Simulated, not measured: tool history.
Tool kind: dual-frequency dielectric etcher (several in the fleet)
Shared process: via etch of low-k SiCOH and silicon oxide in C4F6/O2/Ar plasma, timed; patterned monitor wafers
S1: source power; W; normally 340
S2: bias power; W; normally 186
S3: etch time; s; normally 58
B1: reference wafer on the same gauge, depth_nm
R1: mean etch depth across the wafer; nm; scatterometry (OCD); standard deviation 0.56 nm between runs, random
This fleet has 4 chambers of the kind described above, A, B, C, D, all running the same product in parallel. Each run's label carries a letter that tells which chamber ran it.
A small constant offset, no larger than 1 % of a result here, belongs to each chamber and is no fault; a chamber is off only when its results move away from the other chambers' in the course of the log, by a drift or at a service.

run,day,S1,S2,S3,B1,R1
1C,0.167,340,186,58,124.93,144.88
2D,0.383,340,186,58,124.98,142.86
3A,0.492,340,186,58,124.96,143.86
4B,0.596,340,186,58,125.01,142.83
5D,0.75,340,186,58,124.92,142.39
6B,0.883,340,186,58,125.06,142.91
7A,1.05,340,186,58,124.95,142.83
8C,1.212,340,186,58,125.14,143.48
9A,1.388,340,186,58,124.93,142.96
10C,1.542,340,221,58,125.05,152.32
11B,1.754,340,221,58,124.97,150.98
12D,1.921,340,221,58,125.03,150.41
13A,2.025,340,221,58,124.97,151.59
14C,2.146,340,186,58,125.01,144.57
15D,2.3,340,186,47.5,124.99,115.78
16B,2.488,340,186,47.5,124.96,116.99
17D,2.671,340,186,47.5,124.95,116.79
18B,2.85,340,186,47.5,124.91,116.71
19A,3.042,340,186,58,124.96,144.56
20C,3.146,340,156,58,125.15,136.48
21A,3.317,340,156,58,125.03,136.22
22D,3.462,340,156,58,125.06,135.03
23C,3.579,340,156,58,125.04,136.27
24B,3.721,420,186,63.5,125.04,170.14
25A,3.938,420,186,63.5,125.05,171.62
26C,4.125,420,186,63.5,125.1,170.69
27B,4.279,420,186,63.5,125.04,169.04
28D,4.392,340,186,58,125.06,142.27
29A,4.504,340,186,58,124.96,143.67
30D,4.708,340,186,46.5,124.96,114.46

Predict what each chamber gives when all 4 of them run the settings below next.
31A,4.875,340,186,58,,?
31B,4.875,340,186,58,,?
31C,4.875,340,186,58,,?
31D,4.875,340,186,58,,?

run,R1
31A,143.44
31B,142.28
31C,144.31
31D,143.06
